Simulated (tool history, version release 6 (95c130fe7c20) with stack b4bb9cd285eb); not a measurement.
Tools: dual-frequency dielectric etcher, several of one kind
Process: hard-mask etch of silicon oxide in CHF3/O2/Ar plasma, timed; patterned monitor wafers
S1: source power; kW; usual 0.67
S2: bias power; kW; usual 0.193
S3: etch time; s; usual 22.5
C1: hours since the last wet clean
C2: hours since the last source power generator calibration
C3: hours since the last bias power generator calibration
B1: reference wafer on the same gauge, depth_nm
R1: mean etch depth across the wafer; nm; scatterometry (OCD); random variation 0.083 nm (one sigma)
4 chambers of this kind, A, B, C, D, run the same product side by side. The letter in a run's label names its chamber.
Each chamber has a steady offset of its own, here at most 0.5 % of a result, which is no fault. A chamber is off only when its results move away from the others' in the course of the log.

run 1B hour=9.6 | S1=0.67 S2=0.193 S3=22.5 | C1=254.7 C2=943.9 C3=1073 | B1=45.292 | R1=47.426
run 2A hour=16.4 | S1=0.67 S2=0.193 S3=22.5 | C1=66.1 C2=1632.9 C3=978.9 | B1=45.262 | R1=47.75
run 3D hour=20.6 | S1=0.67 S2=0.193 S3=22.5 | C1=124.1 C2=1925.5 C3=2042.5 | B1=45.272 | R1=47.349
run 4C hour=24.9 | S1=0.67 S2=0.193 S3=22.5 | C1=189.5 C2=479.2 C3=1010.4 | B1=45.271 | R1=47.276
run 5B hour=29.9 | S1=0.67 S2=0.193 S3=22.5 | C1=275 C2=964.2 C3=1093.3 | B1=45.265 | R1=47.286
run 6C hour=38.8 | S1=0.75 S2=0.193 S3=19 | C1=203.4 C2=493.1 C3=1024.3 | B1=45.249 | R1=41.603
run 7D hour=45.7 | S1=0.75 S2=0.193 S3=19 | C1=149.2 C2=1950.6 C3=2067.6 | B1=45.26 | R1=41.655
run 8A hour=51 | S1=0.75 S2=0.193 S3=19 | C1=100.7 C2=1667.5 C3=1013.5 | B1=45.249 | R1=41.881
run 9A hour=60.2 | S1=0.75 S2=0.193 S3=19 | C1=109.9 C2=1676.7 C3=1022.7 | B1=45.224 | R1=41.935
run 10B hour=68 | S1=0.67 S2=0.193 S3=22.5 | C1=313.1 C2=1002.3 C3=1131.4 | B1=45.218 | R1=47.408
run 11C hour=75.7 | S1=0.67 S2=0.193 S3=22.5 | C1=240.3 C2=530 C3=1061.2 | B1=45.229 | R1=47.103
run 12D hour=81.1 | S1=0.67 S2=0.193 S3=22.5 | C1=184.6 C2=1986 C3=2103 | B1=45.219 | R1=47.199
run 13A hour=90.5 | S1=0.67 S2=0.193 S3=22.5 | C1=140.2 C2=1707 C3=1053 | B1=45.187 | R1=47.509
run 14B hour=99.1 | S1=0.67 S2=0.193 S3=22.5 | C1=344.2 C2=1033.4 C3=1162.5 | B1=45.207 | R1=47.343
run 15C hour=107 | S1=0.67 S2=0.193 S3=22.5 | C1=271.6 C2=561.3 C3=1092.5 | B1=45.167 | R1=47.035
run 16D hour=116.6 | S1=0.67 S2=0.193 S3=22.5 | C1=220.1 C2=2021.5 C3=2138.5 | B1=45.171 | R1=47.232
run 17D hour=124.2 | S1=0.67 S2=0.193 S3=22.5 | C1=227.7 C2=2029.1 C3=2146.1 | B1=45.183 | R1=47.264
run 18B hour=128.4 | S1=0.67 S2=0.193 S3=22.5 | C1=373.5 C2=1062.7 C3=1191.8 | B1=45.139 | R1=47.209
run 19A hour=135.9 | S1=0.81 S2=0.193 S3=22.5 | C1=185.6 C2=1752.4 C3=1098.4 | B1=45.151 | R1=51.118
run 20C hour=140.8 | S1=0.81 S2=0.193 S3=22.5 | C1=305.4 C2=595.1 C3=1126.3 | B1=45.144 | R1=50.738
run 21B hour=149.5 | S1=0.81 S2=0.193 S3=22.5 | C1=394.6 C2=1083.8 C3=1212.9 | B1=45.134 | R1=50.843
run 22C hour=154.5 | S1=0.81 S2=0.193 S3=22.5 | C1=319.1 C2=608.8 C3=1140 | B1=45.123 | R1=50.7
run 23A hour=163.4 | S1=0.67 S2=0.193 S3=22.5 | C1=213.1 C2=1779.9 C3=1125.9 | B1=45.121 | R1=47.562
run 24D hour=170 | S1=0.67 S2=0.193 S3=22.5 | C1=273.5 C2=2074.9 C3=2191.9 | B1=45.094 | R1=47.061
run 25C hour=176.7 | S1=0.67 S2=0.193 S3=22.5 | C1=341.3 C2=631 C3=1162.2 | B1=45.089 | R1=47.054
run 26B hour=185.1 | S1=0.67 S2=0.193 S3=22.5 | C1=430.2 C2=1119.4 C3=1248.5 | B1=45.101 | R1=47.219
run 27A hour=189.7 | S1=0.67 S2=0.193 S3=22.5 | C1=239.4 C2=1806.2 C3=1152.2 | B1=45.085 | R1=47.379
run 28D hour=196.3 | S1=0.83 S2=0.148 S3=22.5 | C1=299.8 C2=2101.2 C3=2218.2 | B1=45.065 | R1=46.817
run 29C hour=201.8 | S1=0.83 S2=0.148 S3=22.5 | C1=366.4 C2=656.1 C3=1187.3 | B1=45.078 | R1=46.889
run 30B hour=210.1 | S1=0.83 S2=0.148 S3=22.5 | C1=455.2 C2=1144.4 C3=1273.5 | B1=45.065 | R1=46.937
-- hour=214.8 chamber B: wet clean of the chamber
run 31A hour=218.7 | S1=0.83 S2=0.148 S3=22.5 | C1=268.4 C2=1835.2 C3=1181.2 | B1=45.078 | R1=47.234
run 32D hour=226.2 | S1=0.67 S2=0.193 S3=22.5 | C1=329.7 C2=2131.1 C3=2248.1 | B1=45.071 | R1=47.064
run 33D hour=235.6 | S1=0.67 S2=0.193 S3=22.5 | C1=339.1 C2=2140.5 C3=2257.5 | B1=45.018 | R1=47.027
run 34C hour=241.7 | S1=0.67 S2=0.156 S3=27 | C1=406.3 C2=696 C3=1227.2 | B1=45.018 | R1=52.769
run 35B hour=249.2 | S1=0.67 S2=0.156 S3=27 | C1=34.5 C2=1183.5 C3=1312.6 | B1=45.017 | R1=52.625
run 36A hour=253.6 | S1=0.67 S2=0.156 S3=27 | C1=303.3 C2=1870.1 C3=1216.1 | B1=45.017 | R1=52.925
run 37A hour=260.7 | S1=0.67 S2=0.156 S3=27 | C1=310.4 C2=1877.2 C3=1223.2 | B1=45.006 | R1=52.862
run 38C hour=268.2 | S1=0.67 S2=0.193 S3=22.5 | C1=432.8 C2=722.5 C3=1253.7 | B1=45.006 | R1=46.761
run 39B hour=275.1 | S1=0.67 S2=0.193 S3=22.5 | C1=60.4 C2=1209.4 C3=1338.5 | B1=44.987 | R1=47.128
run 40D hour=282.5 | S1=0.67 S2=0.193 S3=22.5 | C1=386 C2=2187.4 C3=2304.4 | B1=44.964 | R1=46.928

All 4 chambers run these settings next. Forecast each chamber's results:
run 41A hour=289.3 | S1=0.67 S2=0.193 S3=22.5 | R1=?
run 41B hour=289.3 | S1=0.67 S2=0.193 S3=22.5 | R1=?
run 41C hour=289.3 | S1=0.67 S2=0.193 S3=22.5 | R1=?
run 41D hour=289.3 | S1=0.67 S2=0.193 S3=22.5 | R1=?

run=41A R1=47.219
run=41B R1=47.056
run=41C R1=46.936
run=41D R1=46.825
